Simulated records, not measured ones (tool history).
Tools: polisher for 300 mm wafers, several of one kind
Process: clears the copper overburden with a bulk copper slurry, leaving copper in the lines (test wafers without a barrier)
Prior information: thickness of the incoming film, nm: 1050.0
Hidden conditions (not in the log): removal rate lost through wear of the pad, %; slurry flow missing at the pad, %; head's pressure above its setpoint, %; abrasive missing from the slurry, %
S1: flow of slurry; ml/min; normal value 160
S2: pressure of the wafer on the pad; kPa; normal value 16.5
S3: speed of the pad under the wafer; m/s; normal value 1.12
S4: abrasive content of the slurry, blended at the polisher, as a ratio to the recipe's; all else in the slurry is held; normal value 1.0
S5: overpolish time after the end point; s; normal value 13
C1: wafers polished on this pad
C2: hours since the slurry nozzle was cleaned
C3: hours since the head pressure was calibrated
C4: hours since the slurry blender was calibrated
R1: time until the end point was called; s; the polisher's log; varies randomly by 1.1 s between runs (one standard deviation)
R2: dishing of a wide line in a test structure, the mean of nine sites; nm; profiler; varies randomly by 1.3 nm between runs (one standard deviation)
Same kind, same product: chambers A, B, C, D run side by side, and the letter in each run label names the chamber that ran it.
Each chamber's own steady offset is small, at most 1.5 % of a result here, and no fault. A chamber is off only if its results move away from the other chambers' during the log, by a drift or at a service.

run   hour   S1    S2    S3   S4  S5    C1     C2      C3     C4      R1      R2
 1C   10.4  160  16.5  1.12  1.0  13   427  746.6   174.0   42.6  132.47  58.372
 2A   20.4  160  16.5  1.12  1.0  13  1224   96.7  1166.5   42.3  133.12  59.735
 3D   27.7  160  16.5  1.12  1.0  13   662  259.5   497.2   37.6  131.09  56.734
      28.6  -- chamber A: worn pad replaced by a new one
 4B   38.5  160  16.5  1.12  1.0  13   620  501.5   916.1  124.2  129.16  58.656
 5B   45.9  160  12.4  1.12  1.1  13   697  508.9   923.5  131.6  170.11  47.673
      53.3  -- chamber C: worn pad replaced by a new one
 6A   53.8  160  12.4  1.12  1.1  13   263  130.1  1199.9   75.7  172.08  47.418
      60.8  -- chamber D: worn pad replaced by a new one
 7D   63.6  160  12.4  1.12  1.1  13    29  295.4   533.1   73.5  166.47  46.868
      72.1  -- chamber C: slurry nozzle cleaned
 8C   73.3  160  12.4  1.12  1.1  13   209    1.2   236.9  105.5  167.12  44.684
 9B   79.8  160  20.0  1.12  1.0  13  1052  542.8   957.4  165.5  107.05  65.411
10A   87.0  160  20.0  1.12  1.0  13   610  163.3  1233.1  108.9  107.95  67.017
11D   98.8  160  20.0  1.12  1.0  13   397  330.6   568.3  108.7  106.96  66.862
12C  108.9  160  20.0  1.12  1.0  13   581   36.8   272.5  141.1  110.03  64.100
13B  114.2  160  16.5  1.12  1.0  13  1411  577.2   991.8  199.9  129.38  58.466
     119.8  -- chamber B: worn pad replaced by a new one
14D  120.0  160  16.5  1.12  1.0  13   619  351.8   589.5  129.9  128.87  57.310
15C  126.4  200  18.6  1.12  1.0  13   764   54.3   290.0  158.6  111.11  62.911
16A  136.4  200  18.6  1.12  1.0  13  1126  212.7  1282.5  158.3  111.31  63.596
     137.5  -- chamber C: worn pad replaced by a new one
17C  145.1  200  18.6  1.12  1.0  13    80   73.0   308.7  177.3  110.64  65.779
     153.9  -- chamber A: worn pad replaced by a new one
18B  154.6  200  18.6  1.12  1.0  13   364  617.6  1032.2  240.3  111.34  64.809
19A  162.8  160  16.5  1.12  1.0  13    93  239.1  1308.9  184.7  130.22  57.786
20D  168.6  160  16.5  1.12  1.0  13  1127  400.4   638.1  178.5  129.76  59.145
     169.8  -- chamber D: worn pad replaced by a new one
     176.6  -- chamber D: slurry blender recalibrated
21C  179.6  160  16.5  1.12  1.0  13   440  107.5   343.2  211.8  128.24  57.939
     181.8  -- chamber B: head pressure recalibrated
22B  185.6  160  16.5  1.12  1.0  13   688  648.6     3.8  271.3  121.56  62.408
23D  196.1  210  16.5  1.12  1.0   9   275  427.9   665.6   19.5  124.69  46.690
     198.3  -- chamber D: slurry nozzle cleaned
24A  203.9  210  16.5  1.12  1.0   9   522  280.2  1350.0  225.8  123.67  45.237
     207.6  -- chamber C: slurry blender recalibrated
25B  211.2  210  16.5  1.12  1.0   9   955  674.2    29.4  296.9  117.42  48.085
     214.6  -- chamber C: worn pad replaced by a new one
26D  221.9  210  16.5  1.12  1.0   9   544   23.7   691.4   45.3  122.91  45.881
27A  229.3  160  16.5  1.12  1.0  13   788  305.6  1375.4  251.2  127.78  57.051
     231.9  -- chamber A: slurry blender recalibrated
28C  239.2  160  16.5  1.12  1.0  13   257  167.1   402.8   31.7  130.89  56.677
29A  246.5  160  16.5  1.12  1.0  13   968  322.8  1392.6   14.6  129.68  54.681
     249.2  -- chamber B: worn pad replaced by a new one
30D  253.7  160  16.5  1.12  1.0  13   877   55.5   723.2   77.1  127.75  57.334
     256.9  -- chamber B: slurry nozzle cleaned
31B  260.8  160  16.5  1.12  1.0  13   122    4.0    79.0  346.5  122.17  60.874
32C  268.6  160  16.5  1.12  1.0  13   564  196.5   432.2   61.1  132.60  57.874
33C  274.8  160  16.5  1.12  1.0  13   629  202.7   438.4   67.3  129.86  56.897
     278.7  -- chamber D: worn pad replaced by a new one
     280.9  -- chamber A: worn pad replaced by a new one
34B  282.8  120  16.5  1.12  1.0  10   352   26.0   101.0  368.5  126.02  47.514
     284.5  -- chamber C: worn pad replaced by a new one
35D  289.7  120  16.5  1.12  1.0  10   115   91.5   759.2  113.1  135.76  47.096
36A  295.2  120  16.5  1.12  1.0  10   149  371.5  1441.3   63.3  134.23  45.874
37D  305.5  120  16.5  1.12  1.0  10   281  107.3   775.0  128.9  136.22  46.052
38A  313.7  160  16.5  1.12  1.0  13   342  390.0  1459.8   81.8  129.13  56.287
39B  322.3  160  16.5  1.12  1.0  13   764   65.5   140.5  408.0  122.28  59.591
40C  333.6  160  16.5  1.12  1.0  13   513  261.5   497.2  126.1  129.64  56.139
41B  344.6  160  16.5  1.12  1.0  13   997   87.8   162.8  430.3  121.11  61.856

Does one chamber stand apart from the rest, does the shared gauge drift, or is all well apart from small per-chamber offsets? Give the chamber and the most likely cause, where there is one.

A service on chamber B put it out of line with the rest.
What lies behind it: head's pressure above its setpoint, % = 6.94.

Which of the 4 candidates below, each the usual settings with something changed and its results left as question marks, puts chamber B back in line with what the other chambers give on the usual settings?
To be in line, a result may differ from the other chambers' mean on the usual settings by at most: R1 3.90 s; R2 4.700 nm
42B-1  353.3  160  16.5  1.14  1.0  13                   ?   ?
42B-2  353.3  160  16.5  1.10  1.0  13                   ?   ?
42B-3  353.3  160  15.9  1.10  1.0  12                   ?   ?
42B-4  353.3  160  17.2  1.16  1.0  13                   ?   ?

Average result of the remaining chambers running the usual settings: R1 129.72 s; R2 57.089 nm
  run      R1      R2
42B-1  118.51  62.126
42B-2  122.89  60.738
42B-3  128.25  55.904
42B-4  111.77  64.628
42B-3 puts the chamber back in line with the other chambers.
